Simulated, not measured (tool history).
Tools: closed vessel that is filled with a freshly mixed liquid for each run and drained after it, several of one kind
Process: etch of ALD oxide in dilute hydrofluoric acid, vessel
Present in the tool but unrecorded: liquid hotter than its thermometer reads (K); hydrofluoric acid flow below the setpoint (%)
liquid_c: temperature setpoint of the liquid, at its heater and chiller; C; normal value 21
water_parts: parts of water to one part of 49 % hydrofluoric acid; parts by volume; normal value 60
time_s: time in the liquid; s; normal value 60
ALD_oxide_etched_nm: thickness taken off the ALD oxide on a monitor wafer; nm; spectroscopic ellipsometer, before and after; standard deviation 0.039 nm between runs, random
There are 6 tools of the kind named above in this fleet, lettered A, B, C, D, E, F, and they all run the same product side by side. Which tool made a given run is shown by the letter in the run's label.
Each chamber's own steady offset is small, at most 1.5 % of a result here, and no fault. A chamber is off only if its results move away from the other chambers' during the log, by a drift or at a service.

run   hour  liquid_c  water_parts  time_s  hours since the thermometer was replaced  hours since the hydrofluoric acid flow meter was replaced  read-back film thickness of the ALD oxide reference wafer, read on the same gauge (nm)  ALD_oxide_etched_nm
 1A    7.5        21           60      60                                     288.8                                                     1145.6                                                                                  49.995               9.6307
 2C   12.3        21           60      60                                      56.1                                                      699.5                                                                                  50.012               9.5061
 3B   22.8        21           60      60                                     981.6                                                      334.1                                                                                  50.012               9.5377
 4E   29.5        21           60      60                                     221.2                                                     1004.0                                                                                  49.988               9.6654
 5D   35.3        21           60      60                                     174.2                                                     1521.0                                                                                  49.996               9.5223
 6F   45.4        21           60      60                                     986.9                                                     1553.7                                                                                  50.011               9.5802
 7D   51.8        21           60      60                                     190.7                                                     1537.5                                                                                  50.006               9.5810
 8F   56.4        21           60      60                                     997.9                                                     1564.7                                                                                  49.984               9.5521
 9B   63.4        21           60      60                                    1022.2                                                      374.7                                                                                  50.005               9.5647
10A   70.8        21           60      60                                     352.1                                                     1208.9                                                                                  50.009               9.6126
11E   80.9        21           60      60                                     272.6                                                     1055.4                                                                                  50.002               9.6438
12C   91.4        21           60      60                                     135.2                                                      778.6                                                                                  49.997               9.4755
13D  100.0        21           60      60                                     238.9                                                     1585.7                                                                                  49.994               9.6451
14F  109.3        21           60      60                                    1050.8                                                     1617.6                                                                                  50.005               9.5944
15A  117.8        21           60      60                                     399.1                                                     1255.9                                                                                  49.995               9.5143
16C  124.8        21           60      60                                     168.6                                                      812.0                                                                                  49.979               9.5149
17B  129.6        21           60      60                                    1088.4                                                      440.9                                                                                  50.006               9.4469
18E  139.2        21           60      60                                     330.9                                                     1113.7                                                                                  49.995               9.6230
19E  146.6        21           60      60                                     338.3                                                     1121.1                                                                                  50.002               9.5553
20C  155.1        21           90      60                                     198.9                                                      842.3                                                                                  49.997               6.1001
21D  164.6        21           90      60                                     303.5                                                     1650.3                                                                                  49.997               6.1307
22B  170.5        21           90      60                                    1129.3                                                      481.8                                                                                  50.017               6.0213
23F  179.7        21           90      60                                    1121.2                                                     1688.0                                                                                  49.995               6.1085
24A  188.2        21           90      60                                     469.5                                                     1326.3                                                                                  50.012               6.2291
25F  193.2        21           90      60                                    1134.7                                                     1701.5                                                                                  50.015               6.1968
26D  203.7        26           60      40                                     342.6                                                     1689.4                                                                                  50.016               7.9169
27C  212.5        26           60      40                                     256.3                                                      899.7                                                                                  49.979               7.7426
28A  218.3        26           60      40                                     499.6                                                     1356.4                                                                                  49.988               7.8457
29B  228.8        26           60      40                                    1187.6                                                      540.1                                                                                  50.014               7.4779
30E  236.9        26           60      40                                     428.6                                                     1211.4                                                                                  50.016               7.8359
31B  242.3        26           60      40                                    1201.1                                                      553.6                                                                                  50.007               7.4523
32A  247.2        21           60      60                                     528.5                                                     1385.3                                                                                  50.014               9.6272
33C  257.5        21           60      60                                     301.3                                                      944.7                                                                                  50.004               9.4699
34F  265.8        21           60      60                                    1207.3                                                     1774.1                                                                                  49.990               9.5736
35D  272.1        21           60      60                                     411.0                                                     1757.8                                                                                  50.013               9.5829
36E  280.2        21           60      60                                     471.9                                                     1254.7                                                                                  49.997               9.5864
37B  288.9        21           60      60                                    1247.7                                                      600.2                                                                                  50.023               8.9923

Read the log: is a single chamber off, either drifting away or since a service, is the gauge that measures every chamber drifting, or is nothing wrong beyond small per-chamber offsets? Name any odd chamber and what most likely caused it.

Chamber B drifts away from the others.
What lies behind it: hydrofluoric acid flow below the setpoint (%) = 4.78.
Not necessarily distinguishable in this log from: liquid colder than its thermometer reads (K).

Chamber B could run next with any of the 4 candidate recipes listed below; each alters the usual settings, and their results appear as question marks. Which one brings its results back in line with what the other chambers deliver on the usual settings?
In-line tolerance around the mean of the other chambers on the usual settings: ALD_oxide_etched_nm 0.1400 nm
38B-1  296.5      22.5           60      60                                                                                                                                                                                                                 ?
38B-2  296.5      19.5           60      60                                                                                                                                                                                                                 ?
38B-3  296.5      21.5           60      60                                                                                                                                                                                                                 ?
38B-4  296.5      20.5           60      60                                                                                                                                                                                                                 ?

Average result of the remaining chambers running the usual settings: ALD_oxide_etched_nm 9.5771 nm
  run  ALD_oxide_etched_nm
38B-1               9.6156
38B-2               8.4695
38B-3               9.2218
38B-4               8.8374
38B-1 puts the chamber back in line with the other chambers.

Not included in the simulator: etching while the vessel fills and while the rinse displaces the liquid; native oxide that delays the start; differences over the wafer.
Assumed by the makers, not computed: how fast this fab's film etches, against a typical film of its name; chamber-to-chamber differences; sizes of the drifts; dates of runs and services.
